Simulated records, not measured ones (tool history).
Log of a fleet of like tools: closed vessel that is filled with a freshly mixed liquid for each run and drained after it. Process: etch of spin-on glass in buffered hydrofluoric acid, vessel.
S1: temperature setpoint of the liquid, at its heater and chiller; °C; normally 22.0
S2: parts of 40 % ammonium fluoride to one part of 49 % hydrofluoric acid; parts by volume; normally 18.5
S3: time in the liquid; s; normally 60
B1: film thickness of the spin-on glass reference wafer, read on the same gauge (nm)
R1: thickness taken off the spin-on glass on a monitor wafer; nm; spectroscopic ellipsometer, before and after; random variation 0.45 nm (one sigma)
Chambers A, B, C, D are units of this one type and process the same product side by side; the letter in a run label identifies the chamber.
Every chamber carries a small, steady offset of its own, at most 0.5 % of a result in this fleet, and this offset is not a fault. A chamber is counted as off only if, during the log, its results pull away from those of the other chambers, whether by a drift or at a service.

| run | hour | S1 | S2 | S3 | B1 | R1 |
|---|---|---|---|---|---|---|
| 1D | 8.2 | 22.0 | 18.5 | 60 | 60.016 | 83.439 |
| 2A | 22.2 | 22.0 | 18.5 | 60 | 59.985 | 81.170 |
| 3C | 34.7 | 22.0 | 18.5 | 60 | 59.995 | 82.410 |
| 4B | 45.0 | 22.0 | 18.5 | 60 | 59.972 | 82.052 |
| 5A | 55.3 | 22.0 | 18.5 | 60 | 60.020 | 82.487 |
| 6D | 69.4 | 22.0 | 18.5 | 60 | 59.959 | 82.014 |
| 7C | 81.8 | 22.0 | 18.5 | 60 | 59.988 | 81.314 |
|  | 89.6 | chamber B: hydrofluoric acid flow meter replaced |
| 8B | 90.3 | 22.0 | 18.5 | 60 | 60.020 | 82.114 |
| 9C | 103.5 | 22.0 | 18.5 | 60 | 60.016 | 81.355 |
| 10A | 117.0 | 22.0 | 18.5 | 60 | 59.995 | 80.875 |
| 11B | 124.8 | 22.0 | 18.5 | 60 | 59.973 | 82.328 |
| 12D | 133.6 | 22.0 | 18.5 | 60 | 60.011 | 82.565 |
| 13B | 149.9 | 22.0 | 22.0 | 45 | 60.014 | 53.333 |
| 14C | 164.1 | 22.0 | 22.0 | 45 | 60.001 | 53.404 |
| 15D | 174.3 | 22.0 | 22.0 | 45 | 59.972 | 54.451 |
| 16A | 187.2 | 22.0 | 22.0 | 45 | 59.975 | 54.052 |
| 17A | 197.9 | 22.0 | 18.5 | 60 | 59.986 | 82.089 |
| 18C | 210.5 | 22.0 | 18.5 | 60 | 60.017 | 82.181 |
| 19D | 223.3 | 22.0 | 18.5 | 60 | 60.004 | 83.779 |
| 20B | 237.5 | 22.0 | 18.5 | 60 | 60.001 | 82.487 |
| 21D | 252.0 | 22.0 | 18.5 | 60 | 59.971 | 84.622 |
| 22A | 268.2 | 22.0 | 18.5 | 60 | 60.005 | 81.457 |
| 23B | 275.5 | 22.0 | 18.5 | 60 | 60.011 | 82.986 |
|  | 282.5 | chamber B: thermometer replaced |
| 24C | 287.2 | 22.0 | 18.5 | 60 | 60.026 | 82.865 |
| 25C | 297.4 | 22.0 | 18.5 | 60 | 59.981 | 82.010 |
| 26D | 312.5 | 22.0 | 18.5 | 60 | 60.012 | 86.135 |
| 27B | 324.1 | 22.0 | 18.5 | 60 | 60.017 | 81.666 |
| 28A | 336.1 | 24.5 | 24.5 | 60 | 60.021 | 74.973 |
| 29A | 349.2 | 24.5 | 24.5 | 60 | 59.990 | 75.588 |
| 30D | 364.6 | 24.5 | 24.5 | 60 | 60.009 | 79.871 |
| 31C | 374.8 | 24.5 | 24.5 | 60 | 59.990 | 76.327 |
|  | 375.8 | chamber C: thermometer replaced |
| 32B | 383.0 | 22.0 | 18.5 | 60 | 59.992 | 81.694 |
| 33C | 398.1 | 22.0 | 18.5 | 60 | 60.025 | 82.128 |
| 34B | 413.8 | 22.0 | 18.5 | 60 | 60.017 | 81.374 |
| 35A | 428.3 | 22.0 | 13.5 | 90 | 59.985 | 166.640 |
| 36D | 441.6 | 22.0 | 13.5 | 90 | 59.981 | 179.060 |
| 37C | 453.2 | 22.0 | 13.5 | 90 | 60.007 | 165.990 |
| 38D | 460.3 | 22.0 | 13.5 | 90 | 60.001 | 178.770 |

Each of the 4 chambers runs these same settings next. Fill in every chamber's results:
| 39A | 472.1 | 22.0 | 18.5 | 60 |  | ? |
| 39B | 472.1 | 22.0 | 18.5 | 60 |  | ? |
| 39C | 472.1 | 22.0 | 18.5 | 60 |  | ? |
| 39D | 472.1 | 22.0 | 18.5 | 60 |  | ? |

| run | R1 |
|---|---|
| 39A | 81.323 |
| 39B | 82.697 |
| 39C | 82.135 |
| 39D | 88.594 |

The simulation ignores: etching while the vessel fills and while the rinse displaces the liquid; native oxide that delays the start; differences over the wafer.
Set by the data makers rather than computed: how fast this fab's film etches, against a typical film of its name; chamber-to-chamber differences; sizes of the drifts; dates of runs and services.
